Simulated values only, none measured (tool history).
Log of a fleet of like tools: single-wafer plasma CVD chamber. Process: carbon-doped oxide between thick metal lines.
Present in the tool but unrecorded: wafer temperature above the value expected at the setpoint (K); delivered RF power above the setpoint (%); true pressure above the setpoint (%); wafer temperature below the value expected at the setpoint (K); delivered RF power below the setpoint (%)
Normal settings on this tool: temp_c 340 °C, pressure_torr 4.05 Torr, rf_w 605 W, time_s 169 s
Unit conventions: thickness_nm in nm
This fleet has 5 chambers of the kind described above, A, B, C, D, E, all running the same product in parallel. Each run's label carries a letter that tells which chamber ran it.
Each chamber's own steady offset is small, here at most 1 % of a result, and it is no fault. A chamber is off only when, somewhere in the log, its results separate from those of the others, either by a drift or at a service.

run   hour  temp_c  pressure_torr  rf_w  time_s  hours since the last thermocouple change  hours since the last RF generator calibration  hours since the last manometer calibration  read-back reference wafer on the same gauge, thickness_nm  thickness_nm
 1A    7.3     340           4.05   605     169                                     134.6                                          209.1                                       641.1                                                     918.43        941.69
 2B   12.4     340           4.05   605     169                                      42.7                                         1397.1                                       532.4                                                     918.18        948.86
 3C   19.7     340           4.05   605     169                                     622.6                                          820.3                                      2286.5                                                     917.60        954.14
 4D   25.6     340           4.05   605     169                                     854.6                                          527.2                                       294.0                                                     918.36        945.60
 5E   32.0     340           4.05   605     169                                     235.3                                          772.2                                       193.3                                                     917.70        944.27
 6A   36.9     340           4.05   605     169                                     164.2                                          238.7                                       670.7                                                     917.38        946.71
 7E   42.2     340           4.05   605     169                                     245.5                                          782.4                                       203.5                                                     918.65        939.06
 8D   48.9     340           4.05   605     169                                     877.9                                          550.5                                       317.3                                                     918.02        951.28
 9B   52.7     340           4.05   605     169                                      83.0                                         1437.4                                       572.7                                                     917.25        942.90
10C   57.3     340           4.05   605     169                                     660.2                                          857.9                                      2324.1                                                     917.99        956.38
11B   63.7     340           4.05   605     169                                      94.0                                         1448.4                                       583.7                                                     917.34        949.82
12A   70.5     340           4.05   605     169                                     197.8                                          272.3                                       704.3                                                     918.19        946.36
13C   76.5     340           4.05   605     169                                     679.4                                          877.1                                      2343.3                                                     917.64        953.88
14E   80.1     340           4.05   605     148                                     283.4                                          820.3                                       241.4                                                     918.23        821.23
15D   83.9     340           4.05   605     148                                     912.9                                          585.5                                       352.3                                                     918.37        833.70
16D   88.9     340           4.05   605     148                                     917.9                                          590.5                                       357.3                                                     917.84        833.95
      94.3  -- chamber D: thermocouple changed; heater temperature recalibrated
17A   95.8     340           4.05   605     148                                     223.1                                          297.6                                       729.6                                                     917.72        830.07
18B  100.0     340           4.05   605     148                                     130.3                                         1484.7                                       620.0                                                     917.25        831.37
19C  105.4     340           4.05   605     169                                     708.3                                          906.0                                      2372.2                                                     918.36        951.71
20E  110.6     340           4.05   605     169                                     313.9                                          850.8                                       271.9                                                     917.71        929.44
21B  114.8     340           4.05   605     169                                     145.1                                         1499.5                                       634.8                                                     918.00        947.56
22A  122.0     340           4.05   605     169                                     249.3                                          323.8                                       755.8                                                     917.78        939.46
23D  128.3     340           4.05   605     169                                      34.1                                          629.9                                       396.7                                                     917.58        946.30
24C  131.9     340           4.05   605     169                                     734.8                                          932.5                                      2398.7                                                     919.38        957.09
25E  135.4     340           4.05   605     169                                     338.7                                          875.6                                       296.7                                                     917.85        927.03
26E  139.2     340           4.05   605     169                                     342.5                                          879.4                                       300.5                                                     917.90        929.59
27D  145.4     340           4.05   605     169                                      51.2                                          647.0                                       413.8                                                     918.31        947.93
28C  151.0     340           4.05   605     169                                     753.9                                          951.6                                      2417.8                                                     918.36        955.15
29A  156.9     340           4.05   605     169                                     284.2                                          358.7                                       790.7                                                     918.46        944.10
30B  160.4     340           4.05   605     169                                     190.7                                         1545.1                                       680.4                                                     917.34        941.87
31E  167.0     340           4.05   605     169                                     370.3                                          907.2                                       328.3                                                     917.25        922.72
32B  170.5     340           4.05   605     169                                     200.8                                         1555.2                                       690.5                                                     918.45        941.71
33A  174.2     340           4.05   605     169                                     301.5                                          376.0                                       808.0                                                     918.08        938.36
34D  181.8     340           4.61   605     169                                      87.6                                          683.4                                       450.2                                                     918.40        968.91
35C  185.9     340           4.61   605     169                                     788.8                                          986.5                                      2452.7                                                     917.55        970.23
36B  192.7     340           4.61   605     169                                     223.0                                         1577.4                                       712.7                                                     917.59        971.75
37A  198.0     340           4.61   605     169                                     325.3                                          399.8                                       831.8                                                     917.65        966.76
38E  204.2     340           4.61   605     169                                     407.5                                          944.4                                       365.5                                                     917.66        933.79
39D  209.4     340           4.05   605     169                                     115.2                                          711.0                                       477.8                                                     918.52        949.99
40C  216.7     340           5.02   605     169                                     819.6                                         1017.3                                      2483.5                                                     918.41        987.34
41D  220.7     340           5.02   605     169                                     126.5                                          722.3                                       489.1                                                     918.31        984.78
42C  228.3     340           5.02   605     169                                     831.2                                         1028.9                                      2495.1                                                     917.82        985.98

Has any chamber moved away from the others, gradually or after a service, or does the common gauge drift, or do the chambers differ only by their own small steady offsets? State the chamber and the most likely cause if one applies.

One chamber, E, drifts off from the rest bit by bit.
Most likely cause: delivered RF power below the setpoint (%) = 6.63.

Here are 4 candidates for chamber E's next run, each the usual settings with a change, their results left as question marks. Which one brings its results back in line with what the others give on the usual settings?
In line here means within this much of the mean the other chambers give on the usual settings: thickness_nm 12.00 nm
43E-1  233.7     341           4.00   585     159                                                                                                                                                                                                             ?
43E-2  233.7     341           4.02   595     164                                                                                                                                                                                                             ?
43E-3  233.7     323           5.04   605     169                                                                                                                                                                                                             ?
43E-4  233.7     339           4.08   615     174                                                                                                                                                                                                             ?

Usual-settings mean across the other chambers: thickness_nm 948.40 nm
  run  thickness_nm
43E-1        832.02
43E-2        867.69
43E-3        989.02
43E-4        946.46
It is 43E-4 that realigns the chamber with its peers.
